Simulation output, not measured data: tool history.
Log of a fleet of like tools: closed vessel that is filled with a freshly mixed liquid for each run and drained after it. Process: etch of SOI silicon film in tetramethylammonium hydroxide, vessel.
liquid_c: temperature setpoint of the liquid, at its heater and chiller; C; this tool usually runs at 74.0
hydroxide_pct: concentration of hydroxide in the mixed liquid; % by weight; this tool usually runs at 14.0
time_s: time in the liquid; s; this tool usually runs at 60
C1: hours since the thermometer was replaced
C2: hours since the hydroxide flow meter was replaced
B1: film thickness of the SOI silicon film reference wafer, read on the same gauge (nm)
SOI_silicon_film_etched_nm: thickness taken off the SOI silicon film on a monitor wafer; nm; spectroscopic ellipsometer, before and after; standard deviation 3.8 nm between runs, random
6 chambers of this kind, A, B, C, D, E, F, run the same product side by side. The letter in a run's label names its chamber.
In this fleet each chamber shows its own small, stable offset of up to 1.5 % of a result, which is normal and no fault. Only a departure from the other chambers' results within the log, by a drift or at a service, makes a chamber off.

{"run": "1D", "hour": 13.0, "liquid_c": 74.0, "hydroxide_pct": 14.0, "time_s": 60, "C1": 745.2, "C2": 286.7, "B1": 29.985, "SOI_silicon_film_etched_nm": 469.96}
{"run": "2E", "hour": 22.4, "liquid_c": 74.0, "hydroxide_pct": 14.0, "time_s": 60, "C1": 906.2, "C2": 509.3, "B1": 30.05, "SOI_silicon_film_etched_nm": 471.39}
{"run": "3B", "hour": 30.5, "liquid_c": 74.0, "hydroxide_pct": 14.0, "time_s": 60, "C1": 389.9, "C2": 397.5, "B1": 29.988, "SOI_silicon_film_etched_nm": 472.97}
{"run": "4C", "hour": 43.2, "liquid_c": 74.0, "hydroxide_pct": 14.0, "time_s": 60, "C1": 1604.5, "C2": 1541.3, "B1": 29.987, "SOI_silicon_film_etched_nm": 476.17}
{"run": "5A", "hour": 53.4, "liquid_c": 74.0, "hydroxide_pct": 14.0, "time_s": 60, "C1": 1150.9, "C2": 156.9, "B1": 30.014, "SOI_silicon_film_etched_nm": 467.93}
{"run": "6F", "hour": 63.0, "liquid_c": 80.5, "hydroxide_pct": 14.0, "time_s": 60, "C1": 333.3, "C2": 120.2, "B1": 29.999, "SOI_silicon_film_etched_nm": 689.53}
{"run": "7A", "hour": 71.3, "liquid_c": 80.5, "hydroxide_pct": 14.0, "time_s": 60, "C1": 1168.8, "C2": 174.8, "B1": 29.995, "SOI_silicon_film_etched_nm": 700.81}
{"hour": 76.8, "done": "chamber C: hydroxide flow meter replaced"}
{"run": "8B", "hour": 83.5, "liquid_c": 80.5, "hydroxide_pct": 14.0, "time_s": 60, "C1": 442.9, "C2": 450.5, "B1": 30.017, "SOI_silicon_film_etched_nm": 691.23}
{"run": "9D", "hour": 97.4, "liquid_c": 80.5, "hydroxide_pct": 14.0, "time_s": 60, "C1": 829.6, "C2": 371.1, "B1": 29.975, "SOI_silicon_film_etched_nm": 672.58}
{"run": "10C", "hour": 110.1, "liquid_c": 80.5, "hydroxide_pct": 14.0, "time_s": 60, "C1": 1671.4, "C2": 33.3, "B1": 29.991, "SOI_silicon_film_etched_nm": 687.95}
{"run": "11F", "hour": 121.6, "liquid_c": 80.5, "hydroxide_pct": 14.0, "time_s": 60, "C1": 391.9, "C2": 178.8, "B1": 30.015, "SOI_silicon_film_etched_nm": 690.28}
{"run": "12E", "hour": 134.0, "liquid_c": 74.0, "hydroxide_pct": 14.0, "time_s": 60, "C1": 1017.8, "C2": 620.9, "B1": 30.04, "SOI_silicon_film_etched_nm": 467.66}
{"run": "13D", "hour": 142.1, "liquid_c": 74.0, "hydroxide_pct": 14.0, "time_s": 60, "C1": 874.3, "C2": 415.8, "B1": 29.959, "SOI_silicon_film_etched_nm": 469.62}
{"run": "14B", "hour": 152.0, "liquid_c": 74.0, "hydroxide_pct": 11.5, "time_s": 60, "C1": 511.4, "C2": 519.0, "B1": 29.929, "SOI_silicon_film_etched_nm": 514.49}
{"run": "15A", "hour": 164.9, "liquid_c": 74.0, "hydroxide_pct": 11.5, "time_s": 60, "C1": 1262.4, "C2": 268.4, "B1": 30.014, "SOI_silicon_film_etched_nm": 510.92}
{"run": "16C", "hour": 179.1, "liquid_c": 74.0, "hydroxide_pct": 11.5, "time_s": 60, "C1": 1740.4, "C2": 102.3, "B1": 29.98, "SOI_silicon_film_etched_nm": 520.74}
{"run": "17F", "hour": 191.3, "liquid_c": 74.0, "hydroxide_pct": 11.5, "time_s": 60, "C1": 461.6, "C2": 248.5, "B1": 30.004, "SOI_silicon_film_etched_nm": 526.45}
{"run": "18E", "hour": 200.0, "liquid_c": 74.0, "hydroxide_pct": 11.5, "time_s": 60, "C1": 1083.8, "C2": 686.9, "B1": 29.986, "SOI_silicon_film_etched_nm": 501.7}
{"run": "19E", "hour": 210.2, "liquid_c": 74.0, "hydroxide_pct": 11.5, "time_s": 60, "C1": 1094.0, "C2": 697.1, "B1": 30.013, "SOI_silicon_film_etched_nm": 511.65}
{"run": "20A", "hour": 219.6, "liquid_c": 74.0, "hydroxide_pct": 14.0, "time_s": 60, "C1": 1317.1, "C2": 323.1, "B1": 29.962, "SOI_silicon_film_etched_nm": 477.75}
{"run": "21F", "hour": 232.3, "liquid_c": 74.0, "hydroxide_pct": 14.0, "time_s": 60, "C1": 502.6, "C2": 289.5, "B1": 30.013, "SOI_silicon_film_etched_nm": 480.03}
{"hour": 242.3, "done": "chamber B: thermometer replaced"}
{"run": "22C", "hour": 243.8, "liquid_c": 74.0, "hydroxide_pct": 14.0, "time_s": 60, "C1": 1805.1, "C2": 167.0, "B1": 30.015, "SOI_silicon_film_etched_nm": 472.82}
{"hour": 244.2, "done": "chamber B: hydroxide flow meter replaced"}
{"run": "23D", "hour": 256.4, "liquid_c": 74.0, "hydroxide_pct": 14.0, "time_s": 60, "C1": 988.6, "C2": 530.1, "B1": 30.019, "SOI_silicon_film_etched_nm": 481.58}
{"run": "24B", "hour": 263.4, "liquid_c": 74.0, "hydroxide_pct": 14.0, "time_s": 60, "C1": 21.1, "C2": 19.2, "B1": 29.979, "SOI_silicon_film_etched_nm": 471.16}
{"run": "25E", "hour": 277.2, "liquid_c": 74.0, "hydroxide_pct": 14.0, "time_s": 60, "C1": 1161.0, "C2": 764.1, "B1": 29.986, "SOI_silicon_film_etched_nm": 471.06}
{"run": "26F", "hour": 288.6, "liquid_c": 68.0, "hydroxide_pct": 14.0, "time_s": 60, "C1": 558.9, "C2": 345.8, "B1": 30.022, "SOI_silicon_film_etched_nm": 336.94}
{"run": "27B", "hour": 302.9, "liquid_c": 68.0, "hydroxide_pct": 14.0, "time_s": 60, "C1": 60.6, "C2": 58.7, "B1": 30.007, "SOI_silicon_film_etched_nm": 332.78}
{"hour": 307.5, "done": "chamber C: thermometer replaced"}
{"run": "28C", "hour": 313.0, "liquid_c": 68.0, "hydroxide_pct": 14.0, "time_s": 60, "C1": 5.5, "C2": 236.2, "B1": 30.023, "SOI_silicon_film_etched_nm": 334.52}
{"run": "29A", "hour": 326.7, "liquid_c": 68.0, "hydroxide_pct": 14.0, "time_s": 60, "C1": 1424.2, "C2": 430.2, "B1": 30.022, "SOI_silicon_film_etched_nm": 330.95}
{"run": "30D", "hour": 335.8, "liquid_c": 68.0, "hydroxide_pct": 14.0, "time_s": 60, "C1": 1068.0, "C2": 609.5, "B1": 30.041, "SOI_silicon_film_etched_nm": 351.39}
{"run": "31C", "hour": 348.7, "liquid_c": 68.0, "hydroxide_pct": 14.0, "time_s": 60, "C1": 41.2, "C2": 271.9, "B1": 30.006, "SOI_silicon_film_etched_nm": 330.31}
{"run": "32E", "hour": 357.1, "liquid_c": 74.0, "hydroxide_pct": 14.0, "time_s": 60, "C1": 1240.9, "C2": 844.0, "B1": 29.985, "SOI_silicon_film_etched_nm": 472.52}
{"run": "33A", "hour": 365.0, "liquid_c": 74.0, "hydroxide_pct": 14.0, "time_s": 30, "C1": 1462.5, "C2": 468.5, "B1": 30.004, "SOI_silicon_film_etched_nm": 236.34}
{"run": "34D", "hour": 378.7, "liquid_c": 74.0, "hydroxide_pct": 14.0, "time_s": 30, "C1": 1110.9, "C2": 652.4, "B1": 30.019, "SOI_silicon_film_etched_nm": 253.26}
{"run": "35F", "hour": 388.5, "liquid_c": 74.0, "hydroxide_pct": 14.0, "time_s": 30, "C1": 658.8, "C2": 445.7, "B1": 29.977, "SOI_silicon_film_etched_nm": 239.68}
{"run": "36B", "hour": 399.7, "liquid_c": 74.0, "hydroxide_pct": 14.0, "time_s": 30, "C1": 157.4, "C2": 155.5, "B1": 29.959, "SOI_silicon_film_etched_nm": 234.85}
{"run": "37C", "hour": 414.2, "liquid_c": 74.0, "hydroxide_pct": 14.0, "time_s": 30, "C1": 106.7, "C2": 337.4, "B1": 29.991, "SOI_silicon_film_etched_nm": 235.31}
{"run": "38E", "hour": 422.7, "liquid_c": 74.0, "hydroxide_pct": 14.0, "time_s": 30, "C1": 1306.5, "C2": 909.6, "B1": 29.984, "SOI_silicon_film_etched_nm": 234.9}
{"run": "39B", "hour": 437.6, "liquid_c": 74.0, "hydroxide_pct": 14.0, "time_s": 60, "C1": 195.3, "C2": 193.4, "B1": 29.968, "SOI_silicon_film_etched_nm": 473.3}
{"run": "40A", "hour": 447.3, "liquid_c": 74.0, "hydroxide_pct": 14.0, "time_s": 60, "C1": 1544.8, "C2": 550.8, "B1": 30.002, "SOI_silicon_film_etched_nm": 467.6}
{"run": "41F", "hour": 460.7, "liquid_c": 74.0, "hydroxide_pct": 14.0, "time_s": 60, "C1": 731.0, "C2": 517.9, "B1": 29.983, "SOI_silicon_film_etched_nm": 481.24}
{"run": "42D", "hour": 472.0, "liquid_c": 74.0, "hydroxide_pct": 14.0, "time_s": 60, "C1": 1204.2, "C2": 745.7, "B1": 30.017, "SOI_silicon_film_etched_nm": 512.37}
{"run": "43E", "hour": 480.6, "liquid_c": 79.0, "hydroxide_pct": 12.0, "time_s": 60, "C1": 1364.4, "C2": 967.5, "B1": 29.975, "SOI_silicon_film_etched_nm": 677.16}
{"run": "44C", "hour": 487.9, "liquid_c": 79.0, "hydroxide_pct": 12.0, "time_s": 60, "C1": 180.4, "C2": 411.1, "B1": 29.99, "SOI_silicon_film_etched_nm": 685.6}

All 6 chambers run these settings next. Forecast each chamber's results:
{"run": "45A", "hour": 498.6, "liquid_c": 74.0, "hydroxide_pct": 14.0, "time_s": 60, "SOI_silicon_film_etched_nm": "?"}
{"run": "45B", "hour": 498.6, "liquid_c": 74.0, "hydroxide_pct": 14.0, "time_s": 60, "SOI_silicon_film_etched_nm": "?"}
{"run": "45C", "hour": 498.6, "liquid_c": 74.0, "hydroxide_pct": 14.0, "time_s": 60, "SOI_silicon_film_etched_nm": "?"}
{"run": "45D", "hour": 498.6, "liquid_c": 74.0, "hydroxide_pct": 14.0, "time_s": 60, "SOI_silicon_film_etched_nm": "?"}
{"run": "45E", "hour": 498.6, "liquid_c": 74.0, "hydroxide_pct": 14.0, "time_s": 60, "SOI_silicon_film_etched_nm": "?"}
{"run": "45F", "hour": 498.6, "liquid_c": 74.0, "hydroxide_pct": 14.0, "time_s": 60, "SOI_silicon_film_etched_nm": "?"}

run=45A SOI_silicon_film_etched_nm=474.16
run=45B SOI_silicon_film_etched_nm=470.26
run=45C SOI_silicon_film_etched_nm=468.90
run=45D SOI_silicon_film_etched_nm=522.99
run=45E SOI_silicon_film_etched_nm=480.29
run=45F SOI_silicon_film_etched_nm=483.39
